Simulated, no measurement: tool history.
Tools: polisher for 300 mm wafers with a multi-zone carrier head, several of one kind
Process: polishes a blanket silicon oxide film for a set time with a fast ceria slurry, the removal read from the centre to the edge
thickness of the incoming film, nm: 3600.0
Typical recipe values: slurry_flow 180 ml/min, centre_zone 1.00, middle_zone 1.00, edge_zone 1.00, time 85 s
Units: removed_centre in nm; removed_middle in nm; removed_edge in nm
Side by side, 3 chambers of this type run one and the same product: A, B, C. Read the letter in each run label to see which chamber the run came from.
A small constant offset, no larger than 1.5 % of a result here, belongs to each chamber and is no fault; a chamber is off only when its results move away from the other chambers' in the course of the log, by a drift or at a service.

run	day	slurry_flow	centre_zone	middle_zone	edge_zone	time	wafers polished on this pad	hours since the slurry nozzle was cleaned	hours since the centre zone pressure was calibrated	hours since the edge zone pressure was calibrated	removed_centre	removed_middle	removed_edge
1C	0.175	180	1.00	1.00	1.00	85	628	30.5	129.5	165.0	1009.30	1007.10	1012.70
2A	0.379	180	1.00	1.00	1.00	85	689	510.5	447.5	150.1	999.75	1014.30	1009.60
3B	0.567	180	1.00	1.00	1.00	85	248	709.2	243.5	123.4	1022.80	1013.30	1001.50
# day 0.571: chamber B: slurry nozzle cleaned
4B	0.921	180	1.00	1.00	1.00	85	334	8.4	252.0	131.9	997.87	1000.40	999.92
# day 0.975: chamber C: worn pad replaced by a new one
5C	1.100	180	1.00	1.00	1.00	85	30	52.7	151.7	187.2	1011.70	1021.10	1002.60
# day 1.129: chamber A: slurry nozzle cleaned
6A	1.379	200	1.00	1.00	1.08	85	931	6.1	471.5	174.1	1030.50	1029.70	1064.00
# day 1.417: chamber A: worn pad replaced by a new one
7B	1.638	200	1.00	1.00	1.08	85	508	25.6	269.2	149.1	1030.20	1005.10	1066.80
8A	1.983	200	1.00	1.00	1.08	85	137	20.6	486.0	188.6	1029.40	1033.80	1063.70
9C	2.217	180	1.00	1.00	1.00	85	301	79.5	178.5	214.0	1024.20	1029.70	1010.10
10A	2.417	180	1.00	1.00	1.00	85	242	31.0	496.4	199.0	1020.50	1007.30	1022.00
11B	2.717	180	1.00	1.00	1.00	85	770	51.5	295.1	175.0	1011.10	1000.20	987.13
12C	3.008	180	1.00	1.00	1.00	85	493	98.5	197.5	233.0	1025.90	1013.60	1007.30
13C	3.342	240	1.00	1.00	1.00	99	573	106.5	205.5	241.0	1266.30	1223.60	1249.80
14A	3.671	240	1.00	1.00	1.00	99	546	61.1	526.5	229.1	1244.10	1214.30	1225.80
15B	4.046	240	1.00	1.00	1.00	99	1092	83.4	327.0	206.9	1186.10	1174.90	1146.80
16A	4.271	180	1.00	1.00	1.00	85	692	75.5	540.9	243.5	1020.20	999.18	1028.90
17C	4.558	180	1.00	1.00	1.00	85	868	135.7	234.7	270.2	1031.00	1025.70	1023.30
# day 4.575: chamber C: worn pad replaced by a new one
18B	4.892	180	1.00	1.00	1.00	85	1297	103.7	347.3	227.2	970.32	956.30	966.69
19A	5.067	180	1.00	1.00	1.00	85	885	94.6	560.0	262.6	1005.90	1014.80	1014.80
20C	5.275	180	1.00	1.00	1.00	85	170	152.9	251.9	287.4	1025.10	1025.20	1019.10
# day 5.429: chamber A: centre zone pressure recalibrated
21B	5.483	180	0.95	1.05	1.00	85	1440	117.9	361.5	241.4	900.94	992.52	942.40
# day 5.583: chamber A: worn pad replaced by a new one
22C	5.696	180	0.95	1.05	1.00	85	272	163.0	262.0	297.5	974.06	1048.10	1016.20
23B	6.008	180	0.95	1.05	1.00	85	1568	130.5	374.1	254.0	925.97	984.41	947.62
24A	6.308	180	1.00	1.00	1.00	85	176	124.4	21.1	292.4	1028.00	1003.90	1011.80
25C	6.629	180	1.00	1.00	1.00	85	498	185.4	284.4	319.9	1031.60	1009.00	1026.60

Is one chamber off against the others, does the gauge drift, or is nothing wrong? If a chamber is off, say which, and what the likeliest cause is.

Chamber B drifts away from the others.
Likeliest cause: removal rate lost through wear of the pad, % = 6.28.
Not necessarily distinguishable in this log from: slurry flow missing at the pad, %.

Which of the 4 candidates below, each the usual settings with something changed and its results left as question marks, puts chamber B back in line with what the other chambers give on the usual settings?
In line here means within this much of the mean the other chambers give on the usual settings: removed_centre 31.00 nm; removed_middle 29.00 nm; removed_edge 37.00 nm
26B-1	6.904	180	0.99	1.00	1.01	91					?	?	?
26B-2	6.904	180	0.99	1.00	1.02	97					?	?	?
26B-3	6.904	180	1.02	1.00	0.98	74					?	?	?
26B-4	6.904	180	1.01	1.00	0.99	79					?	?	?

The mean the other chambers reach with the usual settings: removed_centre 1019.30 nm; removed_middle 1012.50 nm; removed_edge 1016.40 nm
run	removed_centre	removed_middle	removed_edge
26B-1	1006.20	1008.60	1005.20
26B-2	1072.60	1075.10	1077.20
26B-3	845.66	820.07	804.43
26B-4	893.05	875.51	863.42
The answer is 26B-1, which returns the chamber to within the allowed miss of the others.
